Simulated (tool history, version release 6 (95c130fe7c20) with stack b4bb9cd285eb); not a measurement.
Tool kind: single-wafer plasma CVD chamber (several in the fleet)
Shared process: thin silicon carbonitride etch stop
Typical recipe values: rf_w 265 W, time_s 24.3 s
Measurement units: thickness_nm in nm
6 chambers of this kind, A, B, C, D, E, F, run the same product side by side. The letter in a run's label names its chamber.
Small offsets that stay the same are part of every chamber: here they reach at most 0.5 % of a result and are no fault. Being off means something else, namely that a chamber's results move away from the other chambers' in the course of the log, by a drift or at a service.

run,hour,rf_w,time_s,"read-back reference wafer on the same gauge, thickness_nm",thickness_nm
1B,8,265,24.3,17.403,14.997
2E,15.1,265,24.3,17.403,15.019
3D,22.1,265,24.3,17.41,15.09
# hour 24.4: chamber D: thermocouple changed; heater temperature recalibrated
4F,30.9,265,24.3,17.419,15.125
5A,36.4,265,20.4,17.41,12.643
6C,41,265,20.4,17.411,12.733
7A,46.6,265,20.4,17.415,12.611
8B,51,265,20.4,17.414,12.596
# hour 59.6: chamber B: thermocouple changed; heater temperature recalibrated
9C,60.2,265,20.4,17.416,12.699
10F,65.7,265,20.4,17.426,12.696
11D,74.7,265,24.3,17.428,15.107
12E,82.6,265,24.3,17.426,15.05
13B,91,265,24.3,17.425,14.987
14C,99.9,265,24.3,17.431,15.172
15E,104.3,265,24.3,17.43,15.047
16F,109.1,265,24.3,17.432,15.164
# hour 115.3: chamber C: thermocouple changed; heater temperature recalibrated
17D,116.1,265,24.3,17.434,15.107
18A,123.9,265,24.3,17.438,15.085
19A,129,265,24.3,17.445,15.068
20F,136.5,265,24.3,17.44,15.186
21B,144,305,20.9,17.444,13.472
22D,149.1,305,20.9,17.444,13.595
23C,156.8,305,20.9,17.452,13.58
24E,163.4,305,20.9,17.454,13.501
25E,167.7,305,20.9,17.456,13.521
26C,172.8,305,20.9,17.456,13.581
27D,180.9,265,24.3,17.458,15.14
28B,190.1,265,24.3,17.467,15.074
29F,194.3,265,24.3,17.46,15.174
30A,199.4,285,20.5,17.464,12.988
31C,205.7,285,20.5,17.466,13.069
32E,213.5,285,20.5,17.465,13.033
33D,221.7,285,20.5,17.465,13.066
34B,227.7,285,20.5,17.471,12.97
35A,237,285,20.5,17.479,12.993
36F,244.2,265,24.3,17.476,15.179
37D,249.5,265,24.3,17.484,15.183
38B,255.8,265,24.3,17.481,15.049
39F,262.8,265,24.3,17.489,15.173
40A,272.1,265,24.3,17.486,15.106

The same settings go to every chamber for the next run, one line per chamber below. Forecast the results for each:
41A,278.7,265,24.3,,?
41B,278.7,265,24.3,,?
41C,278.7,265,24.3,,?
41D,278.7,265,24.3,,?
41E,278.7,265,24.3,,?
41F,278.7,265,24.3,,?

run,thickness_nm
41A,15.114
41B,15.07
41C,15.207
41D,15.176
41E,15.104
41F,15.189

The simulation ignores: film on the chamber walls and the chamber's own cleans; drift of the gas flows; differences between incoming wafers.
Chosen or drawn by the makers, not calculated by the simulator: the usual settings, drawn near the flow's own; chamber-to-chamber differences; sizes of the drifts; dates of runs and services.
